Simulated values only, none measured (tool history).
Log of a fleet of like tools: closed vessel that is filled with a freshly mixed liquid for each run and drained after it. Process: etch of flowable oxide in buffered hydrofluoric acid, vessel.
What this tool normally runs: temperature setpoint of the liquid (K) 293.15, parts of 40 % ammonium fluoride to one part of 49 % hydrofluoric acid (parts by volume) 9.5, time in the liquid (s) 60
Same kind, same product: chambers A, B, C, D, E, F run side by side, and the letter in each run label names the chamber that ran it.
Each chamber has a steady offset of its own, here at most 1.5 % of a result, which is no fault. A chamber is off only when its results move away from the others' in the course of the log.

run     day  temperature setpoint of the liquid (K)  parts of 40 % ammonium fluoride to one part of 49 % hydrofluoric acid (parts by volume)  time in the liquid (s)  hours since the thermometer was replaced  hours since the hydrofluoric acid flow meter was replaced  read-back film thickness of the flowable oxide reference wafer, read on the same gauge (nm)  thickness taken off the flowable oxide on a monitor wafer (nm)
 1E     0.3                                  293.15                                                                                      9.5                      60                                     564.6                                                      770.4                                                                                       129.98                                                          166.15
 2D   0.542                                  293.15                                                                                      9.5                      60                                     872.7                                                     2189.4                                                                                          130                                                          169.69
 3F   0.996                                  293.15                                                                                      9.5                      60                                     918.9                                                       1656                                                                                       129.98                                                          163.74
 4C   1.317                                  293.15                                                                                      9.5                      60                                      1086                                                      182.9                                                                                          130                                                          167.47
      1.483  -- chamber E: hydrofluoric acid flow meter replaced
 5B   1.546                                  293.15                                                                                        8                      90                                    1822.2                                                      590.1                                                                                       130.02                                                           295.5
 6A   1.775                                  293.15                                                                                        8                      90                                     529.9                                                     1089.9                                                                                       130.01                                                          297.93
 7E   2.246                                  293.15                                                                                        8                      90                                     611.3                                                       18.3                                                                                       130.02                                                          289.94
 8C   2.512                                  293.15                                                                                        8                      90                                    1114.7                                                      211.6                                                                                       130.02                                                          294.46
      2.675  -- chamber F: hydrofluoric acid flow meter replaced
 9D   2.921                                  293.15                                                                                        8                      90                                     929.8                                                     2246.5                                                                                       129.99                                                          294.73
10A     3.2                                  293.15                                                                                        8                      90                                     564.1                                                     1124.1                                                                                       130.01                                                          301.15
11F     3.6                                  293.15                                                                                      9.5                      60                                     981.4                                                       22.3                                                                                          130                                                          167.73
12B   3.967                                  293.15                                                                                      9.5                      80                                    1880.3                                                      648.2                                                                                       130.01                                                          220.93
      4.071  -- chamber B: hydrofluoric acid flow meter replaced
13D   4.417                                  293.15                                                                                      9.5                      80                                     965.7                                                     2282.4                                                                                       130.01                                                          225.67
14A   4.858                                  293.15                                                                                      9.5                      80                                     603.9                                                     1163.9                                                                                       129.96                                                          231.43
15B   5.271                                  293.15                                                                                      9.5                      80                                    1911.6                                                       28.9                                                                                          130                                                          219.62
16C   5.708                                  293.15                                                                                      9.5                      80                                    1191.4                                                      288.3                                                                                       130.02                                                          224.67
      5.812  -- chamber B: thermometer replaced
17F   6.083                                  293.15                                                                                      9.5                      80                                      1041                                                       81.9                                                                                       130.01                                                          223.36
18E   6.346                                  293.15                                                                                      9.5                      60                                     709.7                                                      116.7                                                                                       129.97                                                          163.22
       6.55  -- chamber D: hydrofluoric acid flow meter replaced
19E   6.783                                  293.15                                                                                      9.5                      60                                     720.2                                                      127.2                                                                                          130                                                          167.43
20A   7.092                                  293.15                                                                                      9.5                      60                                     657.5                                                     1217.5                                                                                       129.98                                                          174.41
21F   7.312                                  293.15                                                                                      9.5                      60                                    1070.5                                                      111.4                                                                                       129.98                                                          165.38
      7.354  -- chamber D: thermometer replaced
22C   7.571                                  293.15                                                                                      9.5                      60                                    1236.1                                                        333                                                                                          130                                                          166.86
23D   7.962                                  293.15                                                                                      9.5                      60                                      14.7                                                         34                                                                                       129.99                                                          169.45
24B   8.279                                  293.15                                                                                      9.5                      60                                      59.2                                                      101.1                                                                                       129.97                                                          167.06
25D   8.525                                  293.15                                                                                      9.5                      60                                      28.2                                                       47.5                                                                                       130.02                                                          165.42
26E   8.983                                  293.15                                                                                      9.5                      60                                       773                                                        180                                                                                       129.99                                                          165.51
27B   9.329                                  293.15                                                                                      9.5                      60                                      84.4                                                      126.3                                                                                       129.98                                                          164.82
28C   9.642                                  293.15                                                                                      9.5                      60                                    1285.8                                                      382.7                                                                                       130.02                                                          168.27
29F   9.975                                  293.15                                                                                      9.5                      60                                    1134.4                                                      175.3                                                                                       130.01                                                          163.32
30A  10.471                                  293.15                                                                                      9.5                      60                                     738.6                                                     1298.6                                                                                       130.01                                                          174.98
     10.792  -- chamber F: thermometer replaced
31D  10.904                                  293.15                                                                                      9.5                      85                                      85.3                                                      104.6                                                                                       130.04                                                          239.64
32F  11.354                                  293.15                                                                                      9.5                      85                                      13.5                                                      208.4                                                                                          130                                                          235.01
33B  11.746                                  293.15                                                                                      9.5                      85                                     142.4                                                      184.3                                                                                       130.01                                                          235.57
34C  12.225                                  293.15                                                                                      9.5                      85                                    1347.8                                                      444.7                                                                                       129.98                                                          239.85
35A  12.471                                  293.15                                                                                      9.5                      85                                     786.6                                                     1346.6                                                                                       130.02                                                          252.24
36E  12.696                                  293.15                                                                                      9.5                      85                                     862.1                                                      269.1                                                                                       129.98                                                          233.86
     12.804  -- chamber C: hydrofluoric acid flow meter replaced
37D  13.071                                  293.15                                                                                      9.5                      50                                     137.3                                                      156.6                                                                                       130.02                                                             140
38B  13.296                                  293.15                                                                                      9.5                      50                                     179.6                                                      221.5                                                                                       129.99                                                          137.13
39F  13.529                                  293.15                                                                                      9.5                      50                                      65.7                                                      260.6                                                                                       130.01                                                          140.38
40A  13.792                                  293.15                                                                                      9.5                      50                                     818.3                                                     1378.3                                                                                       129.97                                                          146.77
41E  14.146                                  293.15                                                                                      9.5                      50                                     896.9                                                      303.9                                                                                       130.04                                                          135.45
42C    14.5                                  293.15                                                                                      9.5                      50                                    1402.4                                                       40.8                                                                                       129.99                                                           138.1
43B  14.888                                  290.15                                                                                      9.5                      35                                     217.8                                                      259.7                                                                                       130.02                                                          81.347
44F  15.238                                  290.15                                                                                      9.5                      35                                     106.7                                                      301.6                                                                                          130                                                          82.756

Does one chamber stand apart from the rest, does the shared gauge drift, or is all well apart from small per-chamber offsets? Give the chamber and the most likely cause, where there is one.

Little by little, chamber A moves away from the other chambers.
Likeliest cause: liquid hotter than its thermometer reads (K) = 1.04.
It could be hard to tell apart here from: hydrofluoric acid flow above the setpoint (%).

Chamber A could run next with any of the 4 candidate recipes listed below; each alters the usual settings, and their results appear as question marks. Which one brings its results back in line with what the other chambers deliver on the usual settings?
Allowed miss from the other chambers' usual-settings mean, per result, to count as in line: thickness taken off the flowable oxide on a monitor wafer (nm) 4.5
45A-1  15.592                                  292.65                                                                                       10                      60                                                                                                                                                                                                                                                                 ?
45A-2  15.592                                  293.65                                                                                        9                      60                                                                                                                                                                                                                                                                 ?
45A-3  15.592                                  293.65                                                                                        9                      65                                                                                                                                                                                                                                                                 ?
45A-4  15.592                                  293.15                                                                                       11                      60                                                                                                                                                                                                                                                                 ?

The mean the other chambers reach with the usual settings: thickness taken off the flowable oxide on a monitor wafer (nm) 167.2
  run  thickness taken off the flowable oxide on a monitor wafer (nm)
45A-1                                                          167.25
45A-2                                                          189.15
45A-3                                                          204.92
45A-4                                                          156.57
The answer is 45A-1, which returns the chamber to within the allowed miss of the others.
